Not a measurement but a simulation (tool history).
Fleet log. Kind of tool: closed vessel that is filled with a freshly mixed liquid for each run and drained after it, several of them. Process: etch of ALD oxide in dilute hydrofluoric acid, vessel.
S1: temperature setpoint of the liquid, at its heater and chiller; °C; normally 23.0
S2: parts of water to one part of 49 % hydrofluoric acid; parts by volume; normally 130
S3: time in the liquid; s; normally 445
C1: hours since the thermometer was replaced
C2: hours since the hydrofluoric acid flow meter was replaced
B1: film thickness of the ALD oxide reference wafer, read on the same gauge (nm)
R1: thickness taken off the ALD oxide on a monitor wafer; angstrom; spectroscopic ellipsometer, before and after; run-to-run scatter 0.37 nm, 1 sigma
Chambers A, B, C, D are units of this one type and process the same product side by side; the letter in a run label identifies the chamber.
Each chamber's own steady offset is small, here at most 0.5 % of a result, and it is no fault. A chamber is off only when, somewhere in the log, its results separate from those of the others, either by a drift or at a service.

run,hour,S1,S2,S3,C1,C2,B1,R1
1B,8.4,23.0,130,445,971.5,239.4,79.993,440.03
2D,22.5,23.0,130,445,711.9,80.4,80.006,444.33
3C,30.6,23.0,130,445,662.1,557.2,80.004,441.71
4A,40.2,23.0,130,445,1769.3,340.2,80.019,446.16
5D,47.4,24.5,75,445,736.8,105.3,79.997,870.92
6B,58.4,24.5,75,445,1021.5,289.4,80.006,848.88
7A,72.1,24.5,75,445,1801.2,372.1,79.985,857.99
8C,79.9,24.5,75,445,711.4,606.5,79.968,861.97
9D,91.4,23.0,130,445,780.8,149.3,79.999,447.74
10C,99.4,23.0,130,445,730.9,626.0,80.015,449.91
11B,112.6,23.0,130,445,1075.7,343.6,80.011,446.57
12A,123.5,20.5,180,445,1852.6,423.5,79.991,274.28
13A,137.0,20.5,180,445,1866.1,437.0,80.001,275.03
14B,148.9,20.5,180,445,1112.0,379.9,79.988,280.14
15D,162.6,20.5,180,445,852.0,220.5,79.989,272.52
16C,170.5,23.0,130,445,802.0,697.1,80.007,434.26
17A,177.8,23.0,130,445,1906.9,477.8,80.007,449.39
18C,190.0,23.0,130,445,821.5,716.6,80.008,442.72
19B,197.4,23.0,130,445,1160.5,428.4,79.990,441.30
20D,206.7,23.0,130,445,896.1,264.6,80.004,439.49
21D,213.4,23.0,130,445,902.8,271.3,80.008,439.67
22A,220.3,23.0,130,445,1949.4,520.3,79.997,450.29
23B,233.9,23.0,130,445,1197.0,464.9,79.994,434.59
24C,244.9,23.0,130,445,876.4,771.5,80.009,436.40
25C,259.3,26.0,130,260,890.8,785.9,80.015,294.41
26B,274.3,26.0,130,260,1237.4,505.3,80.023,290.48
27D,285.9,26.0,130,260,975.3,343.8,79.995,289.74
28A,295.2,26.0,130,260,2024.3,595.2,79.990,294.98
29A,304.3,23.0,130,445,2033.4,604.3,79.998,454.55
30C,311.4,23.0,130,445,942.9,838.0,79.986,431.94
31D,321.6,25.0,130,325,1011.0,379.5,79.984,346.01
32B,335.3,25.0,130,325,1298.4,566.3,80.026,347.92
33C,349.0,25.0,130,325,980.5,875.6,79.995,343.64
34A,362.6,25.0,130,325,2091.7,662.6,80.011,359.57
35B,369.9,23.0,130,445,1333.0,600.9,80.003,441.31
36D,384.1,23.0,130,445,1073.5,442.0,80.014,443.71
37C,394.2,23.0,130,445,1025.7,920.8,80.010,443.51
38D,407.8,25.0,130,625,1097.2,465.7,80.005,682.82

Read the log: is a single chamber off, either drifting away or since a service, is the gauge that measures every chamber drifting, or is nothing wrong beyond small per-chamber offsets? Name any odd chamber and what most likely caused it.

Little by little, chamber A moves away from the other chambers.
Most likely cause: hydrofluoric acid flow above the setpoint (%) = 4.3.
It could be hard to tell apart here from: liquid hotter than its thermometer reads (K).

Below are 4 candidate recipes for chamber A's next run, each the usual settings with a change, their results shown as question marks. Which of them brings A's results back in line with what the other chambers give on the usual settings?
To be in line, a result may differ from the other chambers' mean on the usual settings by at most: R1 13.00 angstrom
39A-1,418.8,23.0,130,425,,,,?
39A-2,418.8,24.0,130,445,,,,?
39A-3,418.8,22.5,140,445,,,,?
39A-4,418.8,23.0,120,445,,,,?

What the other chambers average on the usual settings: R1 441.96 angstrom
run,R1
39A-1,443.06
39A-2,482.03
39A-3,418.50
39A-4,507.47
39A-1 is the one that brings the chamber's results back in line with the other chambers.
